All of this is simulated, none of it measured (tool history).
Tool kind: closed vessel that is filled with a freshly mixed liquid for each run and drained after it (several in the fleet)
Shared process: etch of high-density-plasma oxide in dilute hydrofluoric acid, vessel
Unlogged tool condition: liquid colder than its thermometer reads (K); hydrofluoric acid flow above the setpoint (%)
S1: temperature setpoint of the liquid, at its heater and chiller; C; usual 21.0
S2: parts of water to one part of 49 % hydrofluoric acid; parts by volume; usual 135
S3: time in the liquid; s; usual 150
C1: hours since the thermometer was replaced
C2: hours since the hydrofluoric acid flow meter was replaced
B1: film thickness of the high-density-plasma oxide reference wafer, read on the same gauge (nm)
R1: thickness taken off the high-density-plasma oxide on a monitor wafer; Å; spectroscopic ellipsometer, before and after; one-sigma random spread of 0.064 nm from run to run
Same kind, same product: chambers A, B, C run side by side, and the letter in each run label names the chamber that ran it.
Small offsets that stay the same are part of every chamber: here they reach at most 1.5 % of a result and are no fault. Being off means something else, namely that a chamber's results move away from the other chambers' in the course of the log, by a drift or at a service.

run   hour    S1   S2   S3      C1     C2      B1      R1
 1B    4.4  21.0  135  150   371.0   63.2  39.999  107.07
 2A   11.4  21.0  135  150  1632.2  302.9  39.979  104.25
 3C   15.8  21.0  135  150  1091.4  412.2  39.988  104.03
 4A   25.1  21.0  135  150  1645.9  316.6  39.993  105.78
 5B   31.4  21.0  135  150   398.0   90.2  39.999  106.80
 6C   36.6  21.0  135  150  1112.2  433.0  39.965  104.29
 7C   43.9  24.5  135  150  1119.5  440.3  40.042  120.13
 8A   51.3  24.5  135  150  1672.1  342.8  39.998  122.21
 9B   60.4  24.5  135  150   427.0  119.2  40.022  122.09
10A   65.0  21.0  135  150  1685.8  356.5  40.047  107.13
11B   74.4  21.0  135  150   441.0  133.2  39.996  107.93
12C   80.2  21.0  135  150  1155.8  476.6  40.021  105.14
13B   89.3  21.0  135  150   455.9  148.1  39.973  107.21
14A   98.1  21.0  135  150  1718.9  389.6  40.040  109.13
15C  104.7  21.0  135  150  1180.3  501.1  39.961  104.88
16B  112.0  21.0  100  205   478.6  170.8  39.992  204.06
17C  121.6  21.0  100  205  1197.2  518.0  40.024  200.12
18A  129.2  21.0  100  205  1750.0  420.7  40.047  209.20
19A  134.4  21.0  135  150  1755.2  425.9  39.989  108.70
20C  142.6  21.0  135  150  1218.2  539.0  40.040  105.21
21B  147.9  21.0  135  150   514.5  206.7  39.957  107.29
22C  155.5  21.0  135  150  1231.1  551.9  39.966  105.68
23B  162.5  21.0  135  210   529.1  221.3  39.951  151.69
24A  171.0  21.0  135  210  1791.8  462.5  40.024  154.41
25A  177.8  21.0  135  210  1798.6  469.3  40.021  154.28
26B  182.4  21.0  135  150   549.0  241.2  39.992  107.37
27C  190.1  21.0  135  150  1265.7  586.5  39.975  105.73
28B  197.1  21.0  135  150   563.7  255.9  40.007  108.21
29A  205.4  21.0  135  150  1826.2  496.9  39.968  111.75
     207.1  -- chamber C: thermometer replaced
30C  215.0  21.0  135  150     7.9  611.4  39.995  106.23
31C  224.0  21.0  135  150    16.9  620.4  40.012  105.04
32A  232.1  21.0  135  150  1852.9  523.6  39.998  111.85
33B  237.3  21.0  135  150   603.9  296.1  39.973  107.69

What goes on in this fleet: one chamber off, a drifting gauge, or nothing beyond the chambers' own small offsets? Name the chamber and the cause, if any.

Chamber A drifts away from the others.
Most likely cause: hydrofluoric acid flow above the setpoint (%) = 6.38.
The log may not separate it from: liquid hotter than its thermometer reads (K).

Below are 4 candidate recipes for chamber A's next run, each the usual settings with a change, their results shown as question marks. Which of them brings A's results back in line with what the other chambers give on the usual settings?
In-line tolerance around the mean of the other chambers on the usual settings: R1 2.30 Å
34A-1  244.2  21.5  135  150               ?
34A-2  244.2  20.5  135  150               ?
34A-3  244.2  19.5  135  150               ?
34A-4  244.2  21.0  135  160               ?

Mean of the other chambers on the usual settings: R1 106.28 Å
  run      R1
34A-1  114.27
34A-2  109.88
34A-3  105.57
34A-4  119.53
It is 34A-3 that realigns the chamber with its peers.
